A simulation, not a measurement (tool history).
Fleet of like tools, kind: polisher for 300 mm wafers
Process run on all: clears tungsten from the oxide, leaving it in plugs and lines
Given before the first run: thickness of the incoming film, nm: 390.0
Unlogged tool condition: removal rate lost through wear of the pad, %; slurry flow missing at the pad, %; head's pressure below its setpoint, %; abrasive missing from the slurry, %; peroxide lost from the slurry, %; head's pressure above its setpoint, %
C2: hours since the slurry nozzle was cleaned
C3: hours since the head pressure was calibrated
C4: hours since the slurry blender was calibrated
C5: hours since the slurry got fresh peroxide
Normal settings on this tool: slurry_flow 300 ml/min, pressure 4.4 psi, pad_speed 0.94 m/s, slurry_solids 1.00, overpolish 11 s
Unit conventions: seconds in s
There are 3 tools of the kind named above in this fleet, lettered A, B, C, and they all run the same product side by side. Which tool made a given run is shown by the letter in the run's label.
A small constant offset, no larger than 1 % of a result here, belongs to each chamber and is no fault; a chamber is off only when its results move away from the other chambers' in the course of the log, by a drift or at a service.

-- hour=0.5 chamber B: slurry blender recalibrated
run 1A hour=7.1 | slurry_flow=300 pressure=4.4 pad_speed=0.94 slurry_solids=1.00 overpolish=11 | wafers_polished_on_this_pad=391 C2=247.9 C3=454.1 C4=138.1 C5=78.5 | seconds=70.599
run 2B hour=10.7 | slurry_flow=300 pressure=4.4 pad_speed=0.94 slurry_solids=1.00 overpolish=11 | wafers_polished_on_this_pad=1075 C2=294.8 C3=231.6 C4=10.2 C5=37.9 | seconds=66.560
-- hour=16.0 chamber B: worn pad replaced by a new one
run 3C hour=17.0 | slurry_flow=300 pressure=4.4 pad_speed=0.94 slurry_solids=1.00 overpolish=11 | wafers_polished_on_this_pad=486 C2=350.1 C3=415.8 C4=250.8 C5=66.6 | seconds=69.595
run 4C hour=24.2 | slurry_flow=300 pressure=4.4 pad_speed=0.94 slurry_solids=1.00 overpolish=11 | wafers_polished_on_this_pad=581 C2=357.3 C3=423.0 C4=258.0 C5=73.8 | seconds=68.492
-- hour=26.5 chamber A: worn pad replaced by a new one
run 5A hour=30.8 | slurry_flow=300 pressure=4.4 pad_speed=0.94 slurry_solids=1.00 overpolish=11 | wafers_polished_on_this_pad=57 C2=271.6 C3=477.8 C4=161.8 C5=102.2 | seconds=67.666
run 6B hour=36.2 | slurry_flow=300 pressure=4.4 pad_speed=0.94 slurry_solids=1.00 overpolish=11 | wafers_polished_on_this_pad=268 C2=320.3 C3=257.1 C4=35.7 C5=63.4 | seconds=68.899
-- hour=36.8 chamber A: slurry blender recalibrated
-- hour=40.2 chamber C: slurry tank refilled with fresh slurry and peroxide
run 7B hour=41.4 | slurry_flow=300 pressure=4.4 pad_speed=0.94 slurry_solids=1.00 overpolish=11 | wafers_polished_on_this_pad=337 C2=325.5 C3=262.3 C4=40.9 C5=68.6 | seconds=69.091
-- hour=46.9 chamber B: slurry tank refilled with fresh slurry and peroxide
run 8C hour=47.0 | slurry_flow=300 pressure=4.4 pad_speed=0.94 slurry_solids=1.00 overpolish=11 | wafers_polished_on_this_pad=883 C2=380.1 C3=445.8 C4=280.8 C5=6.8 | seconds=69.801
-- hour=48.6 chamber C: worn pad replaced by a new one
run 9A hour=51.5 | slurry_flow=300 pressure=4.4 pad_speed=0.94 slurry_solids=1.00 overpolish=11 | wafers_polished_on_this_pad=332 C2=292.3 C3=498.5 C4=14.8 C5=122.9 | seconds=71.174
run 10A hour=57.3 | slurry_flow=300 pressure=4.4 pad_speed=0.94 slurry_solids=1.00 overpolish=11 | wafers_polished_on_this_pad=408 C2=298.1 C3=504.3 C4=20.6 C5=128.7 | seconds=69.997
run 11C hour=60.7 | slurry_flow=300 pressure=4.4 pad_speed=0.94 slurry_solids=1.00 overpolish=11 | wafers_polished_on_this_pad=160 C2=393.8 C3=459.5 C4=294.5 C5=20.5 | seconds=69.390
run 12B hour=65.7 | slurry_flow=300 pressure=4.4 pad_speed=0.94 slurry_solids=1.00 overpolish=11 | wafers_polished_on_this_pad=659 C2=349.8 C3=286.6 C4=65.2 C5=18.9 | seconds=69.888
-- hour=73.3 chamber A: worn pad replaced by a new one
run 13A hour=73.3 | slurry_flow=300 pressure=4.4 pad_speed=0.94 slurry_solids=1.00 overpolish=11 | wafers_polished_on_this_pad=1 C2=314.1 C3=520.3 C4=36.6 C5=144.7 | seconds=71.473
run 14C hour=78.1 | slurry_flow=300 pressure=4.4 pad_speed=0.94 slurry_solids=1.15 overpolish=11 | wafers_polished_on_this_pad=391 C2=411.2 C3=476.9 C4=311.9 C5=37.9 | seconds=69.377
run 15B hour=83.4 | slurry_flow=300 pressure=4.4 pad_speed=0.94 slurry_solids=1.15 overpolish=11 | wafers_polished_on_this_pad=894 C2=367.5 C3=304.3 C4=82.9 C5=36.6 | seconds=63.271
-- hour=84.5 chamber C: head pressure recalibrated
run 16C hour=86.8 | slurry_flow=300 pressure=4.4 pad_speed=0.94 slurry_solids=1.15 overpolish=11 | wafers_polished_on_this_pad=506 C2=419.9 C3=2.4 C4=320.6 C5=46.6 | seconds=66.387
run 17A hour=93.4 | slurry_flow=300 pressure=4.4 pad_speed=0.94 slurry_solids=1.00 overpolish=11 | wafers_polished_on_this_pad=267 C2=334.2 C3=540.4 C4=56.7 C5=164.8 | seconds=70.056
-- hour=99.0 chamber B: worn pad replaced by a new one
run 18B hour=99.0 | slurry_flow=300 pressure=4.4 pad_speed=0.94 slurry_solids=1.00 overpolish=11 | wafers_polished_on_this_pad=1 C2=383.1 C3=319.9 C4=98.5 C5=52.2 | seconds=69.999
run 19B hour=102.6 | slurry_flow=300 pressure=4.4 pad_speed=0.94 slurry_solids=1.00 overpolish=11 | wafers_polished_on_this_pad=48 C2=386.7 C3=323.5 C4=102.1 C5=55.8 | seconds=68.674
run 20C hour=106.9 | slurry_flow=300 pressure=4.4 pad_speed=0.94 slurry_solids=1.00 overpolish=11 | wafers_polished_on_this_pad=772 C2=440.0 C3=22.5 C4=340.7 C5=66.7 | seconds=71.797
run 21A hour=114.0 | slurry_flow=300 pressure=4.4 pad_speed=0.94 slurry_solids=1.00 overpolish=11 | wafers_polished_on_this_pad=540 C2=354.8 C3=561.0 C4=77.3 C5=185.4 | seconds=73.953
-- hour=119.6 chamber B: slurry tank refilled with fresh slurry and peroxide
run 22C hour=119.6 | slurry_flow=300 pressure=4.4 pad_speed=0.94 slurry_solids=1.00 overpolish=11 | wafers_polished_on_this_pad=941 C2=452.7 C3=35.2 C4=353.4 C5=79.4 | seconds=69.273
-- hour=125.6 chamber C: worn pad replaced by a new one
run 23B hour=126.7 | slurry_flow=300 pressure=4.4 pad_speed=0.94 slurry_solids=0.85 overpolish=16 | wafers_polished_on_this_pad=368 C2=410.8 C3=347.6 C4=126.2 C5=7.2 | seconds=72.413
-- hour=128.7 chamber A: worn pad replaced by a new one
-- hour=129.3 chamber C: slurry tank refilled with fresh slurry and peroxide
run 24A hour=131.6 | slurry_flow=300 pressure=4.4 pad_speed=0.94 slurry_solids=0.85 overpolish=16 | wafers_polished_on_this_pad=38 C2=372.4 C3=578.6 C4=94.9 C5=203.0 | seconds=77.090
run 25B hour=135.2 | slurry_flow=300 pressure=4.4 pad_speed=0.94 slurry_solids=0.85 overpolish=16 | wafers_polished_on_this_pad=481 C2=419.3 C3=356.1 C4=134.7 C5=15.7 | seconds=71.422
run 26A hour=141.4 | slurry_flow=300 pressure=4.4 pad_speed=0.94 slurry_solids=1.00 overpolish=11 | wafers_polished_on_this_pad=168 C2=382.2 C3=588.4 C4=104.7 C5=212.8 | seconds=77.213
run 27C hour=146.9 | slurry_flow=300 pressure=4.4 pad_speed=0.94 slurry_solids=1.00 overpolish=11 | wafers_polished_on_this_pad=283 C2=480.0 C3=62.5 C4=380.7 C5=17.6 | seconds=68.723
-- hour=152.1 chamber A: slurry tank refilled with fresh slurry and peroxide
run 28A hour=153.6 | slurry_flow=300 pressure=5.8 pad_speed=1.16 slurry_solids=1.00 overpolish=11 | wafers_polished_on_this_pad=330 C2=394.4 C3=600.6 C4=116.9 C5=1.5 | seconds=46.177
-- hour=154.2 chamber B: slurry blender recalibrated
run 29C hour=158.4 | slurry_flow=300 pressure=5.8 pad_speed=1.16 slurry_solids=1.00 overpolish=11 | wafers_polished_on_this_pad=436 C2=491.5 C3=74.0 C4=392.2 C5=29.1 | seconds=42.755
run 30B hour=162.5 | slurry_flow=300 pressure=5.8 pad_speed=1.16 slurry_solids=1.00 overpolish=11 | wafers_polished_on_this_pad=843 C2=446.6 C3=383.4 C4=8.3 C5=43.0 | seconds=42.312
run 31B hour=167.4 | slurry_flow=300 pressure=4.4 pad_speed=0.94 slurry_solids=1.00 overpolish=11 | wafers_polished_on_this_pad=907 C2=451.5 C3=388.3 C4=13.2 C5=47.9 | seconds=68.397
run 32A hour=172.4 | slurry_flow=300 pressure=4.4 pad_speed=0.94 slurry_solids=1.00 overpolish=11 | wafers_polished_on_this_pad=579 C2=413.2 C3=619.4 C4=135.7 C5=20.3 | seconds=77.423
run 33C hour=177.7 | slurry_flow=300 pressure=4.4 pad_speed=0.94 slurry_solids=1.00 overpolish=11 | wafers_polished_on_this_pad=691 C2=510.8 C3=93.3 C4=411.5 C5=48.4 | seconds=69.376
-- hour=179.9 chamber C: slurry blender recalibrated
-- hour=182.6 chamber B: worn pad replaced by a new one
-- hour=183.3 chamber A: worn pad replaced by a new one
run 34C hour=184.0 | slurry_flow=300 pressure=4.4 pad_speed=0.94 slurry_solids=1.00 overpolish=11 | wafers_polished_on_this_pad=775 C2=517.1 C3=99.6 C4=4.1 C5=54.7 | seconds=69.052
run 35B hour=189.9 | slurry_flow=300 pressure=4.4 pad_speed=0.94 slurry_solids=1.00 overpolish=11 | wafers_polished_on_this_pad=97 C2=474.0 C3=410.8 C4=35.7 C5=70.4 | seconds=68.809
-- hour=195.6 chamber C: worn pad replaced by a new one
-- hour=195.8 chamber C: slurry nozzle cleaned
run 36A hour=197.1 | slurry_flow=300 pressure=4.4 pad_speed=0.94 slurry_solids=1.00 overpolish=11 | wafers_polished_on_this_pad=183 C2=437.9 C3=644.1 C4=160.4 C5=45.0 | seconds=76.600
run 37C hour=201.2 | slurry_flow=300 pressure=4.4 pad_speed=0.94 slurry_solids=1.00 overpolish=11 | wafers_polished_on_this_pad=74 C2=5.4 C3=116.8 C4=21.3 C5=71.9 | seconds=67.807

Read the log: is a single chamber off, either drifting away or since a service, is the gauge that measures every chamber drifting, or is nothing wrong beyond small per-chamber offsets? Name any odd chamber and what most likely caused it.

Little by little, chamber A moves away from the other chambers.
What lies behind it: head's pressure below its setpoint, % = 10.9.

Chamber A could run next with any of the 4 candidate recipes listed below; each alters the usual settings, and their results appear as question marks. Which one brings its results back in line with what the other chambers deliver on the usual settings?
In line means no further than this from the other chambers' mean on the usual settings: seconds 3.900 s
run 38A-1 hour=206.6 | slurry_flow=310 pressure=5.4 pad_speed=0.94 slurry_solids=1.05 overpolish=11 | seconds=?
run 38A-2 hour=206.6 | slurry_flow=305 pressure=4.4 pad_speed=1.04 slurry_solids=1.00 overpolish=11 | seconds=?
run 38A-3 hour=206.6 | slurry_flow=295 pressure=4.4 pad_speed=0.84 slurry_solids=1.00 overpolish=11 | seconds=?
run 38A-4 hour=206.6 | slurry_flow=295 pressure=3.5 pad_speed=0.94 slurry_solids=0.95 overpolish=11 | seconds=?

The mean the other chambers reach with the usual settings: seconds 68.935 s
run=38A-1 seconds=62.226
run=38A-2 seconds=70.087
run=38A-3 seconds=86.842
run=38A-4 seconds=99.004
38A-2 brings the chamber back in line.
